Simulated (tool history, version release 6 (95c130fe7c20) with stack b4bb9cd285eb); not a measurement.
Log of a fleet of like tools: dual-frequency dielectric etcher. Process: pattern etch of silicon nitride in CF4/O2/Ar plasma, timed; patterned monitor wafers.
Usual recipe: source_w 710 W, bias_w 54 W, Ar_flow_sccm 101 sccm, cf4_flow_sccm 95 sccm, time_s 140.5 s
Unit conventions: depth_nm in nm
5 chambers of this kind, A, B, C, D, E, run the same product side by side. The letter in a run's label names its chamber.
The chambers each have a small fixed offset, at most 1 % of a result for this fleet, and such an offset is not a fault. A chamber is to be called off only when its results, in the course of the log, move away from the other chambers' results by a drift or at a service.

| run | hour | source_w | bias_w | Ar_flow_sccm | cf4_flow_sccm | time_s | read-back reference wafer on the same gauge, depth_nm | depth_nm |
|---|---|---|---|---|---|---|---|---|
| 1B | 2.2 | 710 | 54 | 101 | 95 | 140.5 | 433.55 | 367.08 |
| 2C | 5.7 | 710 | 54 | 101 | 95 | 140.5 | 433.79 | 373.05 |
| 3A | 8 | 710 | 54 | 101 | 95 | 140.5 | 434.01 | 362.9 |
| 4D | 11.9 | 710 | 54 | 101 | 95 | 140.5 | 433.33 | 367.72 |
| 5E | 14 | 710 | 54 | 115 | 95 | 140.5 | 433.32 | 360.66 |
| 6B | 17.5 | 710 | 54 | 115 | 95 | 140.5 | 434.5 | 359.23 |
| 7A | 20.1 | 710 | 54 | 115 | 95 | 140.5 | 433.99 | 353.98 |
| 8D | 24.5 | 710 | 54 | 115 | 95 | 140.5 | 434.53 | 358.97 |
|  | 25.7 | chamber B: wet clean of the chamber |
| 9E | 27 | 710 | 54 | 115 | 95 | 140.5 | 433.49 | 362.47 |
| 10C | 30.6 | 710 | 54 | 101 | 95 | 140.5 | 433.64 | 369.96 |
| 11B | 32.8 | 710 | 54 | 101 | 95 | 140.5 | 434.15 | 366.34 |
| 12A | 35.8 | 710 | 54 | 101 | 95 | 140.5 | 433.61 | 367.44 |
| 13C | 39.3 | 600 | 54 | 101 | 73 | 140.5 | 434.08 | 312.41 |
| 14E | 41.6 | 600 | 54 | 101 | 73 | 140.5 | 433.29 | 303.28 |
| 15D | 46.2 | 600 | 54 | 101 | 73 | 140.5 | 433.81 | 307.79 |
| 16E | 50.4 | 600 | 54 | 101 | 73 | 140.5 | 433.88 | 307.3 |
| 17D | 52.6 | 600 | 54 | 101 | 73 | 140.5 | 434.25 | 304.34 |
| 18A | 56.5 | 710 | 54 | 101 | 95 | 140.5 | 433.94 | 360.19 |
| 19B | 59.5 | 710 | 54 | 101 | 95 | 140.5 | 433.38 | 367.16 |
| 20C | 62.3 | 710 | 54 | 101 | 95 | 140.5 | 433.48 | 366.53 |
| 21B | 66.6 | 710 | 54 | 101 | 95 | 140.5 | 434.26 | 370.04 |
| 22D | 70.6 | 710 | 54 | 101 | 95 | 140.5 | 433.16 | 364.5 |
| 23A | 73.3 | 710 | 54 | 101 | 95 | 140.5 | 434.58 | 363.66 |
| 24C | 76.6 | 710 | 54 | 101 | 95 | 140.5 | 433.59 | 371.37 |
| 25E | 79.5 | 710 | 54 | 101 | 95 | 140.5 | 434.01 | 368.43 |
| 26C | 83.2 | 710 | 54 | 101 | 95 | 140.5 | 433.91 | 373.83 |
| 27A | 87.8 | 710 | 54 | 101 | 95 | 140.5 | 433.87 | 356.79 |
| 28B | 91.6 | 710 | 54 | 101 | 95 | 140.5 | 434.07 | 366.49 |
| 29D | 93.6 | 710 | 54 | 101 | 95 | 140.5 | 433.43 | 366.97 |
|  | 94 | chamber A: bias power generator calibrated |
| 30E | 98 | 710 | 54 | 101 | 112 | 140.5 | 434.52 | 373.45 |
|  | 98.2 | chamber E: wet clean of the chamber |
| 31E | 102.5 | 710 | 54 | 101 | 112 | 140.5 | 434.13 | 375.95 |
| 32D | 105.5 | 710 | 54 | 101 | 112 | 140.5 | 433.98 | 376.88 |
| 33A | 108.8 | 710 | 54 | 101 | 112 | 140.5 | 433.81 | 365.77 |
| 34B | 111.4 | 710 | 54 | 101 | 112 | 140.5 | 433.53 | 377.27 |
| 35C | 114.7 | 710 | 54 | 101 | 95 | 140.5 | 433.61 | 370.78 |
| 36B | 117.6 | 710 | 54 | 101 | 95 | 140.5 | 434.67 | 370.19 |
| 37E | 120.4 | 870 | 54 | 101 | 95 | 169.5 | 433.56 | 537.01 |
| 38C | 124 | 870 | 54 | 101 | 95 | 169.5 | 433.5 | 539.51 |
| 39D | 127.7 | 870 | 54 | 101 | 95 | 169.5 | 433.45 | 525.08 |
| 40A | 131.5 | 870 | 54 | 101 | 95 | 169.5 | 433.32 | 511.47 |
| 41B | 135.2 | 870 | 54 | 101 | 95 | 169.5 | 433.73 | 526.75 |
| 42D | 139.6 | 710 | 54 | 101 | 95 | 140.5 | 433.27 | 368.39 |
|  | 141.6 | chamber E: Ar flow controller replaced |
| 43E | 142.8 | 710 | 54 | 101 | 95 | 140.5 | 434.73 | 369.52 |

One chamber off, gauge drift, or nothing amiss beyond the chambers' own small offsets? If it is a chamber, which one, and what is the likeliest cause?

Chamber A drifts away from the others.
Most likely cause: etch rate under this chamber's usual, % = 4.91.
Not necessarily distinguishable in this log from: source power that arrives under what is set, %.

Which of the 4 candidates below, each the usual settings with something changed and its results left as question marks, puts chamber A back in line with what the other chambers give on the usual settings?
Maximum distance from the other chambers' mean on the usual settings for a result to count as in line: depth_nm 8.8 nm
| 44A-1 | 146.1 | 680 | 54 | 102 | 94 | 132 |  | ? |
| 44A-2 | 146.1 | 710 | 61 | 97 | 95 | 140.5 |  | ? |
| 44A-3 | 146.1 | 710 | 54 | 101 | 95 | 133 |  | ? |
| 44A-4 | 146.1 | 740 | 55 | 101 | 95 | 148.5 |  | ? |

The other chambers' mean on the usual settings: depth_nm 368.55 nm
| run | depth_nm |
|---|---|
| 44A-1 | 315.74 |
| 44A-2 | 368.51 |
| 44A-3 | 331.36 |
| 44A-4 | 386.4 |
The answer is 44A-2, which returns the chamber to within the allowed miss of the others.
